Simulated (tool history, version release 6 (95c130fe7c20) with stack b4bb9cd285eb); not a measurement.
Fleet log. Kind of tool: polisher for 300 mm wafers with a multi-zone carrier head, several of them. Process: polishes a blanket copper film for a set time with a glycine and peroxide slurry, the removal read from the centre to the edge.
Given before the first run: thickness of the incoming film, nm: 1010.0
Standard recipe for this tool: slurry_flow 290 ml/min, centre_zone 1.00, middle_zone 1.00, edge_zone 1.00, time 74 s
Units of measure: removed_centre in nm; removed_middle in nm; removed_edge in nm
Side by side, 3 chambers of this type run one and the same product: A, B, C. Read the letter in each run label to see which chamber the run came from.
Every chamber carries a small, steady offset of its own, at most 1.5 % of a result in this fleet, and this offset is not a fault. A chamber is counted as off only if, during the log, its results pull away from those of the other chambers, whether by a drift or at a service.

run,hour,slurry_flow,centre_zone,middle_zone,edge_zone,time,removed_centre,removed_middle,removed_edge
1C,4.4,290,1.00,1.00,1.00,74,336.02,355.58,344.35
2A,8.2,290,1.00,1.00,1.00,74,340.33,342.59,340.36
3B,12.9,290,1.00,1.00,1.00,74,344.69,338.73,347.22
# hour 13.8: chamber C: centre zone pressure recalibrated
4A,17.8,290,1.00,1.00,1.00,74,342.89,341.80,343.33
# hour 22.4: chamber A: worn pad replaced by a new one
5C,23.3,290,1.00,1.00,1.00,74,336.59,352.22,346.03
6B,28.8,290,1.00,1.00,1.00,74,341.86,343.21,345.42
7B,33.4,290,1.00,1.00,1.00,74,341.37,356.02,346.90
# hour 34.0: chamber B: worn pad replaced by a new one
8A,37.1,290,1.00,1.00,1.00,74,345.52,351.96,344.48
9C,41.2,290,1.00,1.00,1.00,74,342.95,350.39,339.67
# hour 42.7: chamber C: worn pad replaced by a new one
10C,45.5,290,1.00,1.00,1.00,74,342.40,360.94,344.91
11B,49.1,290,1.00,1.09,0.91,74,338.05,360.94,326.05
12A,53.6,290,1.00,1.09,0.91,74,344.75,377.04,327.06
13B,60.8,290,1.00,1.09,0.91,74,340.61,377.97,332.01
# hour 62.1: chamber A: worn pad replaced by a new one
14C,67.8,290,1.00,1.00,1.00,74,337.57,342.39,346.24
15A,72.1,290,1.09,1.00,1.00,74,382.86,344.37,345.20
# hour 74.8: chamber B: worn pad replaced by a new one
16B,79.6,290,1.09,1.00,1.00,74,383.59,342.62,344.43
17A,84.3,290,1.09,1.00,1.00,74,382.57,350.59,339.27
18C,88.4,290,1.00,1.00,1.00,74,349.71,349.62,341.19
19A,95.3,290,1.00,1.00,1.00,74,341.27,347.15,342.92
20B,102.3,290,1.00,1.00,1.00,74,338.85,347.27,340.18
21C,108.7,290,1.00,1.00,1.00,74,343.65,342.02,347.19

Next, every chamber runs the same settings. What will each give?
22A,114.1,290,1.00,1.00,1.00,74,?,?,?
22B,114.1,290,1.00,1.00,1.00,74,?,?,?
22C,114.1,290,1.00,1.00,1.00,74,?,?,?

run,removed_centre,removed_middle,removed_edge
22A,346.44,346.70,339.65
22B,339.50,335.36,346.14
22C,345.86,347.49,344.73
